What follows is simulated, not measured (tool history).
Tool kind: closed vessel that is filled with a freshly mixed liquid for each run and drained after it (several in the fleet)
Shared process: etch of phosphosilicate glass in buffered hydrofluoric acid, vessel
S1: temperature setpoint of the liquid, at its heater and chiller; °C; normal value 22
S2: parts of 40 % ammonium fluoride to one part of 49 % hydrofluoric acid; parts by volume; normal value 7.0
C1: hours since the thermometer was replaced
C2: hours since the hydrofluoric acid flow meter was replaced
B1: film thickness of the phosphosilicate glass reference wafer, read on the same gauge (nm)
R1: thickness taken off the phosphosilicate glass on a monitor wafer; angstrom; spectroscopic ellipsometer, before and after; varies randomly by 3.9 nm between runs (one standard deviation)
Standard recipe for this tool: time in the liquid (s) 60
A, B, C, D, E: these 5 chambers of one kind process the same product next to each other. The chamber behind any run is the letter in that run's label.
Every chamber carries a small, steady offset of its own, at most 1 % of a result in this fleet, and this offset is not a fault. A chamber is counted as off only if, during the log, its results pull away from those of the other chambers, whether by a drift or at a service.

{"hour": 4.2, "done": "chamber D: thermometer replaced"}
{"run": "1E", "hour": 5.8, "S1": 22, "S2": 7.0, "time in the liquid (s)": 60, "C1": 177.7, "C2": 2299.8, "B1": 59.989, "R1": 5123.4}
{"run": "2C", "hour": 10.8, "S1": 22, "S2": 7.0, "time in the liquid (s)": 60, "C1": 507.6, "C2": 167.6, "B1": 59.994, "R1": 5279.2}
{"run": "3B", "hour": 16.4, "S1": 22, "S2": 7.0, "time in the liquid (s)": 60, "C1": 815.5, "C2": 234.6, "B1": 60.031, "R1": 5247.7}
{"run": "4D", "hour": 22.2, "S1": 22, "S2": 7.0, "time in the liquid (s)": 60, "C1": 18.0, "C2": 76.4, "B1": 60.005, "R1": 5164.9}
{"run": "5A", "hour": 28.4, "S1": 22, "S2": 8.5, "time in the liquid (s)": 40, "C1": 786.7, "C2": 157.1, "B1": 60.025, "R1": 2826.4}
{"run": "6A", "hour": 34.4, "S1": 22, "S2": 8.5, "time in the liquid (s)": 40, "C1": 792.7, "C2": 163.1, "B1": 60.021, "R1": 2797.7}
{"run": "7C", "hour": 40.5, "S1": 22, "S2": 8.5, "time in the liquid (s)": 40, "C1": 537.3, "C2": 197.3, "B1": 59.997, "R1": 2841.1}
{"run": "8D", "hour": 44.2, "S1": 22, "S2": 8.5, "time in the liquid (s)": 40, "C1": 40.0, "C2": 98.4, "B1": 60.022, "R1": 2790.4}
{"run": "9B", "hour": 47.9, "S1": 22, "S2": 8.5, "time in the liquid (s)": 40, "C1": 847.0, "C2": 266.1, "B1": 60.023, "R1": 2840.1}
{"run": "10E", "hour": 51.8, "S1": 22, "S2": 7.0, "time in the liquid (s)": 60, "C1": 223.7, "C2": 2345.8, "B1": 59.967, "R1": 5141.1}
{"run": "11D", "hour": 55.3, "S1": 22, "S2": 7.0, "time in the liquid (s)": 60, "C1": 51.1, "C2": 109.5, "B1": 59.985, "R1": 5210.3}
{"run": "12C", "hour": 62.2, "S1": 22, "S2": 7.0, "time in the liquid (s)": 60, "C1": 559.0, "C2": 219.0, "B1": 59.969, "R1": 5161.8}
{"run": "13E", "hour": 69.0, "S1": 22, "S2": 7.0, "time in the liquid (s)": 60, "C1": 240.9, "C2": 2363.0, "B1": 59.977, "R1": 5193.2}
{"hour": 69.8, "done": "chamber E: hydrofluoric acid flow meter replaced"}
{"run": "14A", "hour": 74.6, "S1": 22, "S2": 7.0, "time in the liquid (s)": 60, "C1": 832.9, "C2": 203.3, "B1": 60.024, "R1": 5158.8}
{"run": "15B", "hour": 78.7, "S1": 22, "S2": 7.0, "time in the liquid (s)": 60, "C1": 877.8, "C2": 296.9, "B1": 60.012, "R1": 5224.7}
{"run": "16A", "hour": 83.5, "S1": 22, "S2": 7.0, "time in the liquid (s)": 60, "C1": 841.8, "C2": 212.2, "B1": 59.985, "R1": 5207.7}
{"run": "17D", "hour": 90.3, "S1": 22, "S2": 8.0, "time in the liquid (s)": 60, "C1": 86.1, "C2": 144.5, "B1": 60.008, "R1": 4423.8}
{"run": "18C", "hour": 95.5, "S1": 22, "S2": 8.0, "time in the liquid (s)": 60, "C1": 592.3, "C2": 252.3, "B1": 60.025, "R1": 4448.9}
{"run": "19E", "hour": 99.9, "S1": 22, "S2": 8.0, "time in the liquid (s)": 60, "C1": 271.8, "C2": 30.1, "B1": 60.002, "R1": 4461.9}
{"run": "20B", "hour": 103.4, "S1": 22, "S2": 8.0, "time in the liquid (s)": 60, "C1": 902.5, "C2": 321.6, "B1": 59.988, "R1": 4600.6}
{"run": "21D", "hour": 107.5, "S1": 22, "S2": 8.0, "time in the liquid (s)": 60, "C1": 103.3, "C2": 161.7, "B1": 60.021, "R1": 4483.2}
{"run": "22E", "hour": 112.3, "S1": 22, "S2": 7.0, "time in the liquid (s)": 60, "C1": 284.2, "C2": 42.5, "B1": 60.029, "R1": 5145.5}
{"run": "23A", "hour": 118.7, "S1": 22, "S2": 7.0, "time in the liquid (s)": 60, "C1": 877.0, "C2": 247.4, "B1": 60.007, "R1": 5209.6}
{"run": "24C", "hour": 125.2, "S1": 22, "S2": 7.0, "time in the liquid (s)": 60, "C1": 622.0, "C2": 282.0, "B1": 59.968, "R1": 5213.5}
{"run": "25B", "hour": 132.1, "S1": 22, "S2": 8.5, "time in the liquid (s)": 35, "C1": 931.2, "C2": 350.3, "B1": 60.045, "R1": 2478.1}
{"run": "26C", "hour": 136.7, "S1": 22, "S2": 8.5, "time in the liquid (s)": 35, "C1": 633.5, "C2": 293.5, "B1": 59.984, "R1": 2494.7}
{"run": "27A", "hour": 143.3, "S1": 22, "S2": 8.5, "time in the liquid (s)": 35, "C1": 901.6, "C2": 272.0, "B1": 59.998, "R1": 2474.0}
{"run": "28D", "hour": 148.9, "S1": 22, "S2": 8.5, "time in the liquid (s)": 35, "C1": 144.7, "C2": 203.1, "B1": 60.017, "R1": 2470.4}
{"run": "29E", "hour": 153.7, "S1": 22, "S2": 8.5, "time in the liquid (s)": 35, "C1": 325.6, "C2": 83.9, "B1": 59.993, "R1": 2458.5}
{"run": "30B", "hour": 160.3, "S1": 22, "S2": 7.0, "time in the liquid (s)": 60, "C1": 959.4, "C2": 378.5, "B1": 60.009, "R1": 5291.4}
{"run": "31D", "hour": 165.3, "S1": 22, "S2": 7.0, "time in the liquid (s)": 60, "C1": 161.1, "C2": 219.5, "B1": 60.0, "R1": 5151.2}
{"run": "32A", "hour": 171.8, "S1": 22, "S2": 7.0, "time in the liquid (s)": 60, "C1": 930.1, "C2": 300.5, "B1": 59.986, "R1": 5218.8}
{"run": "33B", "hour": 176.2, "S1": 22, "S2": 7.0, "time in the liquid (s)": 60, "C1": 975.3, "C2": 394.4, "B1": 60.026, "R1": 5254.3}
{"run": "34C", "hour": 183.2, "S1": 22, "S2": 7.0, "time in the liquid (s)": 60, "C1": 680.0, "C2": 340.0, "B1": 60.02, "R1": 5216.3}

Has any chamber moved away from the others, gradually or after a service, or does the common gauge drift, or do the chambers differ only by their own small steady offsets? State the chamber and the most likely cause if one applies.

The fleet is healthy, with each chamber sitting at its usual small offset and no drift in the gauge.
